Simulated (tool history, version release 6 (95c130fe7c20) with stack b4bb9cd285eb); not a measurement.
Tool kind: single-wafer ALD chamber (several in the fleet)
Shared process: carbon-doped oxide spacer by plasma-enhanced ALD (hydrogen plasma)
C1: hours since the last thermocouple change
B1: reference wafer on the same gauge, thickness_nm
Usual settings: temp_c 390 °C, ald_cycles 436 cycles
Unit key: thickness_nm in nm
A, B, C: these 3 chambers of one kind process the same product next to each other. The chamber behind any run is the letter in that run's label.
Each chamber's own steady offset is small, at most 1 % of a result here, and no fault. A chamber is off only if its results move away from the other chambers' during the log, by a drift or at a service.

run 1B hour=4.0 | temp_c=390 ald_cycles=436 | C1=1258.4 | B1=22.604 | thickness_nm=21.940
run 2A hour=10.4 | temp_c=390 ald_cycles=436 | C1=726.8 | B1=22.586 | thickness_nm=21.593
run 3C hour=14.2 | temp_c=390 ald_cycles=436 | C1=828.1 | B1=22.580 | thickness_nm=21.802
run 4B hour=19.7 | temp_c=390 ald_cycles=436 | C1=1274.1 | B1=22.579 | thickness_nm=21.920
run 5A hour=27.5 | temp_c=390 ald_cycles=436 | C1=743.9 | B1=22.570 | thickness_nm=21.583
run 6C hour=32.5 | temp_c=396 ald_cycles=436 | C1=846.4 | B1=22.568 | thickness_nm=21.763
run 7A hour=40.5 | temp_c=396 ald_cycles=436 | C1=756.9 | B1=22.554 | thickness_nm=21.600
run 8B hour=44.4 | temp_c=396 ald_cycles=436 | C1=1298.8 | B1=22.561 | thickness_nm=21.892
run 9C hour=48.8 | temp_c=390 ald_cycles=436 | C1=862.7 | B1=22.554 | thickness_nm=21.704
run 10B hour=54.4 | temp_c=390 ald_cycles=436 | C1=1308.8 | B1=22.549 | thickness_nm=21.883
run 11C hour=58.5 | temp_c=390 ald_cycles=436 | C1=872.4 | B1=22.546 | thickness_nm=21.782
run 12A hour=66.1 | temp_c=405 ald_cycles=369 | C1=782.5 | B1=22.540 | thickness_nm=17.923
run 13B hour=73.1 | temp_c=405 ald_cycles=369 | C1=1327.5 | B1=22.528 | thickness_nm=18.205
run 14A hour=78.7 | temp_c=405 ald_cycles=369 | C1=795.1 | B1=22.515 | thickness_nm=17.988
run 15C hour=85.3 | temp_c=390 ald_cycles=436 | C1=899.2 | B1=22.528 | thickness_nm=21.727
run 16B hour=89.2 | temp_c=390 ald_cycles=436 | C1=1343.6 | B1=22.524 | thickness_nm=21.838
run 17C hour=93.4 | temp_c=390 ald_cycles=436 | C1=907.3 | B1=22.522 | thickness_nm=21.750
run 18A hour=101.7 | temp_c=403 ald_cycles=397 | C1=818.1 | B1=22.508 | thickness_nm=19.401
run 19C hour=108.9 | temp_c=403 ald_cycles=397 | C1=922.8 | B1=22.501 | thickness_nm=19.576
run 20B hour=113.2 | temp_c=403 ald_cycles=397 | C1=1367.6 | B1=22.489 | thickness_nm=19.673
run 21A hour=120.5 | temp_c=390 ald_cycles=436 | C1=836.9 | B1=22.478 | thickness_nm=21.501
run 22A hour=126.7 | temp_c=403 ald_cycles=494 | C1=843.1 | B1=22.493 | thickness_nm=24.124
run 23B hour=132.9 | temp_c=403 ald_cycles=494 | C1=1387.3 | B1=22.488 | thickness_nm=24.507
run 24C hour=139.2 | temp_c=403 ald_cycles=494 | C1=953.1 | B1=22.467 | thickness_nm=24.312
run 25A hour=143.2 | temp_c=390 ald_cycles=436 | C1=859.6 | B1=22.469 | thickness_nm=21.517

Does one chamber stand apart from the rest, does the shared gauge drift, or is all well apart from small per-chamber offsets? Give the chamber and the most likely cause, where there is one.

No chamber is off; the gauge reading every chamber's wafers drifts, which makes the whole fleet appear to move together.
What lies behind it: gauge reads low (%) = 0.602.
